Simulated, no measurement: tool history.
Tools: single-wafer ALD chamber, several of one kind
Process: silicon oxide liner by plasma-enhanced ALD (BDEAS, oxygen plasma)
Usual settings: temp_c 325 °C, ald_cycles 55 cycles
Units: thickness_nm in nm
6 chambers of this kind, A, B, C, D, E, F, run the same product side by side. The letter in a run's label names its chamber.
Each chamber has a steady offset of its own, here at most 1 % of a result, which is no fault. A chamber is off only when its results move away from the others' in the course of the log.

run,hour,temp_c,ald_cycles,"read-back reference wafer on the same gauge, thickness_nm",thickness_nm
1E,12.7,325,55,5.3540,4.9354
2D,25.0,325,55,5.3563,4.9562
3B,38.2,325,55,5.3514,4.9603
4A,49.4,325,55,5.3529,4.8896
5C,60.2,325,55,5.3464,4.9861
# hour 65.1: chamber F: thermocouple changed; heater temperature recalibrated
6F,67.9,325,55,5.3487,4.9538
7F,82.7,325,55,5.3496,4.9102
8B,95.5,325,55,5.3500,4.9098
9E,102.7,325,55,5.3532,4.9282
10C,109.9,325,55,5.3488,4.9490
11D,117.7,325,55,5.3521,4.9074
12A,129.0,325,55,5.3478,4.9722
13D,136.6,325,55,5.3550,4.9019
14F,148.1,325,55,5.3555,4.8649
15E,155.6,325,55,5.3485,4.8762
16B,169.4,325,55,5.3493,4.9371
17C,182.5,325,55,5.3475,4.9837
18A,195.2,325,55,5.3465,4.8842
19B,208.9,325,55,5.3470,4.8908
20C,216.9,325,55,5.3453,4.9950
21E,229.5,325,55,5.3548,4.9311
22D,243.0,325,55,5.3435,4.9009
23A,256.0,325,55,5.3511,4.9064
24F,264.3,325,55,5.3446,4.8936
25E,273.1,325,55,5.3489,4.9264
26C,281.8,325,55,5.3526,4.9913
27A,290.1,338,62,5.3459,5.4637
28D,303.2,338,62,5.3445,5.4438
29F,312.3,338,62,5.3584,5.3629
30B,324.5,338,62,5.3504,5.4813
31E,333.5,338,62,5.3517,5.4242
32D,340.8,338,62,5.3460,5.4446
33A,351.7,325,55,5.3469,4.9295
34F,359.3,325,55,5.3472,4.8770
35B,370.3,325,55,5.3498,4.8882
36C,377.4,325,55,5.3469,5.0274
37E,390.9,325,55,5.3477,4.9294
38C,399.4,325,55,5.3537,4.9497
39A,406.2,325,55,5.3541,4.9090
40D,416.1,325,55,5.3527,4.9106
41F,423.8,325,55,5.3435,4.8652

Is one chamber off against the others, does the gauge drift, or is nothing wrong? If a chamber is off, say which, and what the likeliest cause is.

No chamber stands off beyond its own small offset, and the gauge holds steady.

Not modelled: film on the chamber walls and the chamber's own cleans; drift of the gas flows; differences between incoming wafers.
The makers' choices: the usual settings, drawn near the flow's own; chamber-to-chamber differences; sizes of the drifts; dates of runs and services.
